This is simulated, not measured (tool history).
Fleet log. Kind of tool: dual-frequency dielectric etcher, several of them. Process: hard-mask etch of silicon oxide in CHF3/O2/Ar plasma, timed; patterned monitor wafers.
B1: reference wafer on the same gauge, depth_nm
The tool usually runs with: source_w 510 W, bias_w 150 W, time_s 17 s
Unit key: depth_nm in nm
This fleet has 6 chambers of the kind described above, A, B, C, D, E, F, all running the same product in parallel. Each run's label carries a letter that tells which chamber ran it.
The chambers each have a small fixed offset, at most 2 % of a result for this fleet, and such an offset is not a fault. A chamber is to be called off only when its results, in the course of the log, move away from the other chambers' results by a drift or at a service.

{"run": "1E", "day": 0.446, "source_w": 510, "bias_w": 150, "time_s": 17, "B1": 27.601, "depth_nm": 29.369}
{"run": "2D", "day": 0.642, "source_w": 510, "bias_w": 150, "time_s": 17, "B1": 27.592, "depth_nm": 29.969}
{"run": "3A", "day": 0.925, "source_w": 510, "bias_w": 150, "time_s": 17, "B1": 27.586, "depth_nm": 29.885}
{"run": "4B", "day": 1.288, "source_w": 510, "bias_w": 150, "time_s": 17, "B1": 27.604, "depth_nm": 29.725}
{"run": "5F", "day": 1.729, "source_w": 510, "bias_w": 150, "time_s": 17, "B1": 27.608, "depth_nm": 29.434}
{"run": "6C", "day": 1.942, "source_w": 510, "bias_w": 150, "time_s": 17, "B1": 27.603, "depth_nm": 29.738}
{"run": "7E", "day": 2.325, "source_w": 510, "bias_w": 150, "time_s": 17, "B1": 27.616, "depth_nm": 29.065}
{"run": "8B", "day": 2.604, "source_w": 510, "bias_w": 150, "time_s": 17, "B1": 27.587, "depth_nm": 29.721}
{"run": "9A", "day": 2.967, "source_w": 510, "bias_w": 150, "time_s": 17, "B1": 27.599, "depth_nm": 30.036}
{"run": "10D", "day": 3.167, "source_w": 510, "bias_w": 150, "time_s": 17, "B1": 27.602, "depth_nm": 29.591}
{"run": "11F", "day": 3.392, "source_w": 510, "bias_w": 150, "time_s": 17, "B1": 27.603, "depth_nm": 29.409}
{"day": 3.675, "done": "chamber E: bias power generator calibrated"}
{"run": "12C", "day": 3.717, "source_w": 510, "bias_w": 150, "time_s": 17, "B1": 27.592, "depth_nm": 29.826}
{"run": "13E", "day": 3.979, "source_w": 510, "bias_w": 150, "time_s": 17, "B1": 27.605, "depth_nm": 29.234}
{"run": "14C", "day": 4.308, "source_w": 510, "bias_w": 150, "time_s": 17, "B1": 27.588, "depth_nm": 29.827}
{"day": 4.467, "done": "chamber B: wet clean of the chamber"}
{"run": "15D", "day": 4.671, "source_w": 510, "bias_w": 150, "time_s": 17, "B1": 27.608, "depth_nm": 29.803}
{"run": "16A", "day": 4.996, "source_w": 510, "bias_w": 150, "time_s": 17, "B1": 27.618, "depth_nm": 29.871}
{"run": "17B", "day": 5.421, "source_w": 510, "bias_w": 150, "time_s": 17, "B1": 27.625, "depth_nm": 30.695}
{"run": "18F", "day": 5.767, "source_w": 510, "bias_w": 150, "time_s": 17, "B1": 27.605, "depth_nm": 29.301}
{"day": 5.804, "done": "chamber C: wet clean of the chamber"}
{"day": 5.917, "done": "chamber C: source power generator calibrated"}
{"run": "19B", "day": 6.017, "source_w": 400, "bias_w": 150, "time_s": 17, "B1": 27.601, "depth_nm": 27.992}
{"day": 6.121, "done": "chamber E: wet clean of the chamber"}
{"run": "20D", "day": 6.438, "source_w": 400, "bias_w": 150, "time_s": 17, "B1": 27.602, "depth_nm": 27.21}
{"run": "21A", "day": 6.717, "source_w": 400, "bias_w": 150, "time_s": 17, "B1": 27.599, "depth_nm": 27.294}
{"run": "22F", "day": 7.1, "source_w": 400, "bias_w": 150, "time_s": 17, "B1": 27.574, "depth_nm": 26.841}
{"run": "23C", "day": 7.325, "source_w": 400, "bias_w": 150, "time_s": 17, "B1": 27.601, "depth_nm": 27.023}
{"run": "24E", "day": 7.704, "source_w": 400, "bias_w": 150, "time_s": 17, "B1": 27.603, "depth_nm": 26.634}
{"run": "25A", "day": 8.138, "source_w": 510, "bias_w": 150, "time_s": 17, "B1": 27.633, "depth_nm": 29.745}
{"run": "26B", "day": 8.571, "source_w": 510, "bias_w": 150, "time_s": 17, "B1": 27.615, "depth_nm": 30.688}
{"run": "27D", "day": 8.792, "source_w": 510, "bias_w": 150, "time_s": 17, "B1": 27.6, "depth_nm": 29.643}
{"run": "28F", "day": 9.229, "source_w": 510, "bias_w": 150, "time_s": 17, "B1": 27.576, "depth_nm": 29.286}
{"run": "29C", "day": 9.488, "source_w": 420, "bias_w": 187, "time_s": 17, "B1": 27.601, "depth_nm": 29.802}
{"day": 9.621, "done": "chamber A: wet clean of the chamber"}
{"run": "30E", "day": 9.846, "source_w": 420, "bias_w": 187, "time_s": 17, "B1": 27.623, "depth_nm": 29.255}
{"day": 9.912, "done": "chamber F: source power generator calibrated"}
{"day": 10.146, "done": "chamber D: wet clean of the chamber"}
{"run": "31B", "day": 10.162, "source_w": 420, "bias_w": 187, "time_s": 17, "B1": 27.565, "depth_nm": 30.806}
{"run": "32D", "day": 10.542, "source_w": 420, "bias_w": 187, "time_s": 17, "B1": 27.611, "depth_nm": 29.688}
{"run": "33E", "day": 10.946, "source_w": 420, "bias_w": 187, "time_s": 17, "B1": 27.622, "depth_nm": 29.112}
{"run": "34F", "day": 11.358, "source_w": 420, "bias_w": 187, "time_s": 17, "B1": 27.614, "depth_nm": 29.435}
{"run": "35A", "day": 11.612, "source_w": 510, "bias_w": 150, "time_s": 17, "B1": 27.619, "depth_nm": 30.143}
{"run": "36C", "day": 11.867, "source_w": 510, "bias_w": 150, "time_s": 17, "B1": 27.607, "depth_nm": 29.868}
{"run": "37F", "day": 12.246, "source_w": 510, "bias_w": 150, "time_s": 17, "B1": 27.596, "depth_nm": 29.297}
{"run": "38E", "day": 12.558, "source_w": 510, "bias_w": 150, "time_s": 17, "B1": 27.591, "depth_nm": 29.14}

Read the log: is a single chamber off, either drifting away or since a service, is the gauge that measures every chamber drifting, or is nothing wrong beyond small per-chamber offsets? Name any odd chamber and what most likely caused it.

The work done on chamber B during a service left it standing apart from the others.
Cause: etch rate over this chamber's usual, % = 3.56.

Which of the 4 candidates below, each the usual settings with something changed and its results left as question marks, puts chamber B back in line with what the other chambers give on the usual settings?
A result is in line if it is within this distance of the other chambers' mean on the usual settings: depth_nm 0.320 nm
{"run": "39B-1", "day": 12.883, "source_w": 500, "bias_w": 150, "time_s": 16.5, "depth_nm": "?"}
{"run": "39B-2", "day": 12.883, "source_w": 510, "bias_w": 158, "time_s": 17.0, "depth_nm": "?"}
{"run": "39B-3", "day": 12.883, "source_w": 500, "bias_w": 147, "time_s": 17.0, "depth_nm": "?"}
{"run": "39B-4", "day": 12.883, "source_w": 520, "bias_w": 151, "time_s": 17.5, "depth_nm": "?"}

Usual-settings mean across the other chambers: depth_nm 29.621 nm
run=39B-1 depth_nm=29.562
run=39B-2 depth_nm=31.214
run=39B-3 depth_nm=30.260
run=39B-4 depth_nm=31.901
39B-1 brings the chamber back in line.
